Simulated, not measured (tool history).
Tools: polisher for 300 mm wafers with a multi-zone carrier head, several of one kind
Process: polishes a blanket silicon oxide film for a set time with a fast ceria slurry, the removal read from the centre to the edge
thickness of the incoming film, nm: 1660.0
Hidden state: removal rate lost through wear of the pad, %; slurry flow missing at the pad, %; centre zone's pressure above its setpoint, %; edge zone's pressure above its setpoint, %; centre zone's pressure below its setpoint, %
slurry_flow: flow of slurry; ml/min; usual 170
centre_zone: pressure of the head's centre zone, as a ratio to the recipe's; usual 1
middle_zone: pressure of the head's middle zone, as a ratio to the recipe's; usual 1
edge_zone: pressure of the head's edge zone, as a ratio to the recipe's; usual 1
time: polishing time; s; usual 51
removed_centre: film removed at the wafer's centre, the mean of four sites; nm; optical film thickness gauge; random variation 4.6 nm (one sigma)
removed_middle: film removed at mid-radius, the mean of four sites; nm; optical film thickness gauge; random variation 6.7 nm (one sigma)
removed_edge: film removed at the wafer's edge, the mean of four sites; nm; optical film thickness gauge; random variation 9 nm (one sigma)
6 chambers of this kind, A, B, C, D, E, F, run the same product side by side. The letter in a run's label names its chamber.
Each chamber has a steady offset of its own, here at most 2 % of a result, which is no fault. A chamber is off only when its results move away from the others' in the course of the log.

run   hour  slurry_flow  centre_zone  middle_zone  edge_zone  time  wafers polished on this pad  hours since the slurry nozzle was cleaned  hours since the centre zone pressure was calibrated  hours since the edge zone pressure was calibrated  removed_centre  removed_middle  removed_edge
 1A    7.9          170            1            1          1    51                          753                                      369.6                                                549.4                                              807.9          669.37          670.76        678.14
 2B   18.3          170            1            1          1    51                         1277                                      228.5                                                116.6                                             1191.3           675.3          657.78         660.7
        20  -- chamber B: worn pad replaced by a new one
 3E   31.4          170            1            1          1    51                          669                                      400.7                                                775.5                                              179.5          671.23          667.45        656.01
        39  -- chamber C: worn pad replaced by a new one
 4F   44.2          170            1            1          1    51                         1094                                      246.2                                                883.7                                              367.7          677.42          673.81        663.03
      47.9  -- chamber F: worn pad replaced by a new one
 5D   60.4          170            1            1          1    51                          776                                      246.6                                                327.3                                             1433.3          663.05          671.92        662.56
      67.2  -- chamber D: edge zone pressure recalibrated
      69.3  -- chamber E: worn pad replaced by a new one
 6C   75.6          170            1            1          1    51                          434                                      564.6                                                396.4                                              727.3          685.38          668.99        672.21
      80.2  -- chamber D: worn pad replaced by a new one
      86.6  -- chamber A: worn pad replaced by a new one
 7D   91.5          170            1            1          1    51                          134                                      277.7                                                358.4                                               24.3          673.96          671.02         675.7
 8F  102.2          170            1            1          1    51                          644                                      304.2                                                941.7                                              425.7          672.66          677.09        674.25
 9E  109.4          170            1            1          1    51                          476                                      478.7                                                853.5                                              257.5          674.75          680.34        659.99
       113  -- chamber B: worn pad replaced by a new one
10A  116.8          170            1            1          1    51                          358                                      478.5                                                658.3                                              916.8           670.2          665.83        659.74
11B  127.5          170            1            1          1    51                          172                                      337.7                                                225.8                                             1300.5           671.7          675.61        668.23
     136.2  -- chamber F: worn pad replaced by a new one
12C  142.9          170            1            1          1    51                         1233                                      631.9                                                463.7                                              794.6          677.49             679        675.04
       154  -- chamber C: slurry nozzle cleaned
     154.5  -- chamber E: edge zone pressure recalibrated
13B  155.2          170            1            1          1    51                          501                                      365.4                                                253.5                                             1328.2          678.24          668.81        654.47
     164.1  -- chamber C: worn pad replaced by a new one
14E  164.7          170            1            1          1    51                         1132                                        534                                                908.8                                               10.2          670.15          677.99        662.36
       166  -- chamber B: slurry nozzle cleaned
     171.1  -- chamber D: centre zone pressure recalibrated
     171.5  -- chamber C: centre zone pressure recalibrated
     171.9  -- chamber E: centre zone pressure recalibrated
     175.4  -- chamber F: centre zone pressure recalibrated
     179.6  -- chamber E: worn pad replaced by a new one
15D  180.9          170         0.89            1          1    51                         1195                                      367.1                                                  9.9                                              113.7          586.21          675.23        666.29
     181.7  -- chamber A: edge zone pressure recalibrated
     190.4  -- chamber D: worn pad replaced by a new one
16C  193.4          170         0.89            1          1    51                          348                                       39.5                                                   22                                              845.1           591.1          691.83        683.51
17F  205.3          170         0.89            1          1    51                          820                                      407.3                                                 29.9                                              528.8          592.85          672.16        672.62
18A  215.1          170         0.89            1          1    51                         1525                                      576.8                                                756.6                                               33.5          588.28          668.02        671.59
     215.7  -- chamber A: worn pad replaced by a new one
       216  -- chamber B: worn pad replaced by a new one
19C  225.6          170         0.89            1          1    51                          730                                       71.7                                                 54.2                                              877.3          595.18          688.12        668.46
     229.4  -- chamber F: worn pad replaced by a new one
20F  235.2          170         0.89            1          1    51                           68                                      437.2                                                 59.8                                              558.7           596.4           669.8        673.13
21B  245.8          170            1            1          1    51                          354                                       79.8                                                344.1                                             1418.8          677.01          674.57        649.02
22D  255.3          170            1            1          1    51                          770                                      441.5                                                 84.3                                              188.1          672.98          671.07        678.26
23E  268.4          170            1            1          1    51                         1054                                      637.7                                                 96.6                                              113.9          638.77          676.11         669.7
     269.7  -- chamber C: worn pad replaced by a new one
     271.6  -- chamber E: worn pad replaced by a new one
     274.5  -- chamber E: slurry nozzle cleaned
24A  282.8          170            1            1          1    51                          796                                      644.5                                                824.3                                              101.2          658.52          670.86         673.3
     293.4  -- chamber D: worn pad replaced by a new one
       298  -- chamber A: slurry nozzle cleaned
25B  298.7          170            1            1          1    51                          981                                      132.7                                                  397                                             1471.7          680.03          663.58        667.73
26E    308          170            1            1          1    51                          432                                       33.5                                                136.2                                              153.5          643.51          668.47        659.67
     312.7  -- chamber B: edge zone pressure recalibrated
     319.2  -- chamber B: worn pad replaced by a new one
27F    322          170            1            1          1    51                         1098                                        524                                                146.6                                              645.5          676.26          662.52        651.79
       329  -- chamber F: edge zone pressure recalibrated
     334.5  -- chamber F: worn pad replaced by a new one
28C  335.4          170            1            1          1    51                          780                                      181.5                                                  164                                              987.1          678.01          684.62        684.39
       339  -- chamber A: worn pad replaced by a new one
29A  347.5          170         0.89         0.95          1    51                          101                                       49.5                                                  889                                              165.9          585.68          641.71        678.23
30D  360.8          170         0.89         0.95          1    51                          800                                        547                                                189.8                                              293.6          582.66          640.84        666.67
     361.7  -- chamber E: worn pad replaced by a new one
31F  372.9          170         0.89         0.95          1    51                          456                                      574.9                                                197.5                                               43.9          586.48          636.74        676.57
     385.3  -- chamber D: worn pad replaced by a new one
32A  387.8          170         0.89         0.95          1    51                          579                                       89.8                                                929.3                                              206.2          584.04           632.5         676.5
     390.8  -- chamber C: worn pad replaced by a new one
33C  400.4          170         0.89         0.95          1    51                          114                                      246.5                                                  229                                             1052.1          591.32          649.68        672.96
34E  414.9          170         0.89         0.95          1    51                          632                                      140.4                                                243.1                                              260.4          552.86          649.31        660.33
35B  427.1          170            1            1          1    51                         1280                                      261.1                                                525.4                                              114.4          672.49          677.51        662.25
     435.6  -- chamber D: slurry nozzle cleaned
36D    442          170            1            1          1    51                          673                                        6.5                                                  271                                              374.8          671.22           672.8        672.72
37C  456.8          170            1         1.12       0.92    51                          783                                      302.9                                                285.4                                             1108.5           682.2           761.1        644.36
     460.4  -- chamber E: worn pad replaced by a new one
38A  463.8          170            1         1.12       0.92    51                         1481                                      165.8                                               1005.3                                              282.2          669.77          741.18        626.98
     474.9  -- chamber D: worn pad replaced by a new one
39E    478          170            1         1.12       0.92    51                          209                                      203.5                                                306.2                                              323.5          637.29           752.8        629.73
40D  488.4          170            1         1.12       0.92    51                          160                                       52.9                                                317.4                                              421.2          666.47          731.42           645

All 6 chambers run these settings next. Forecast each chamber's results:
41A   500          170            1            1          1    51                                                                                                                                                                                               ?               ?             ?
41B   500          170            1            1          1    51                                                                                                                                                                                               ?               ?             ?
41C   500          170            1            1          1    51                                                                                                                                                                                               ?               ?             ?
41D   500          170            1            1          1    51                                                                                                                                                                                               ?               ?             ?
41E   500          170            1            1          1    51                                                                                                                                                                                               ?               ?             ?
41F   500          170            1            1          1    51                                                                                                                                                                                               ?               ?             ?

run  removed_centre  removed_middle  removed_edge
41A          669.43          670.01        670.41
41B          666.47          658.15        657.87
41C          678.59             685        672.35
41D           659.2          662.79        678.29
41E          634.15          671.63        658.25
41F          671.77          675.53        679.61
